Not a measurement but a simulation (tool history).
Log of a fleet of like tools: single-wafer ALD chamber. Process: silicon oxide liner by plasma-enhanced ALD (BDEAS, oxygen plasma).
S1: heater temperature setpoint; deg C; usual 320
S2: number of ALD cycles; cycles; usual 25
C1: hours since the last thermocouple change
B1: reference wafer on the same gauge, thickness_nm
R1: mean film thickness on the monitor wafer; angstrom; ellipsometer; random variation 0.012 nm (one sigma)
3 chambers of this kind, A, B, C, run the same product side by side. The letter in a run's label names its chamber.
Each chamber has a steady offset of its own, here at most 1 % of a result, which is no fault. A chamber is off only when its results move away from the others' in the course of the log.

run	day	S1	S2	C1	B1	R1
1A	0.379	320	25	1908.9	2.1393	22.576
2C	0.708	320	25	377.1	2.1414	22.606
3B	1.146	320	25	455.2	2.1414	22.37
4B	1.429	320	25	462	2.1395	22.621
5C	1.625	320	25	399.1	2.1398	22.688
6A	1.946	313	23	1946.5	2.1399	20.859
7A	2.333	313	23	1955.8	2.139	20.957
8C	2.671	313	23	424.2	2.1403	21.137
9B	2.858	320	25	496.3	2.1421	22.393
10B	3.212	307	25	504.8	2.1398	23.03
11C	3.529	307	25	444.8	2.1428	23.152
12A	3.858	307	25	1992.4	2.1402	23.048
13B	4.179	320	25	528	2.1392	22.664
14C	4.412	320	25	466	2.1402	22.863
15A	4.638	307	22	2011.1	2.1421	20.239
16A	4.838	307	22	2015.9	2.1405	20.484
17B	5.062	307	22	549.2	2.1405	20.068
18C	5.338	320	30	488.2	2.1428	27.144
19B	5.638	320	30	563	2.1389	27.091
20A	5.988	320	30	2043.5	2.1393	27.194
21C	6.412	320	25	514	2.1405	22.702
22B	6.604	320	25	586.2	2.1398	22.504
23C	7.025	320	27	528.7	2.1399	24.413
24A	7.212	320	27	2072.9	2.1407	24.258
25B	7.533	320	27	608.5	2.1394	24.14
26A	7.85	320	25	2088.2	2.1396	22.572
27C	8.188	320	25	556.6	2.138	22.591
28A	8.6	320	25	2106.2	2.1417	22.692
29B	8.846	320	25	640	2.139	22.672
30C	9.233	320	25	581.7	2.1396	22.786
31B	9.454	320	25	654.6	2.1412	22.57

What goes on in this fleet: one chamber off, a drifting gauge, or nothing beyond the chambers' own small offsets? Name the chamber and the cause, if any.

No chamber stands off beyond its own small offset, and the gauge holds steady.
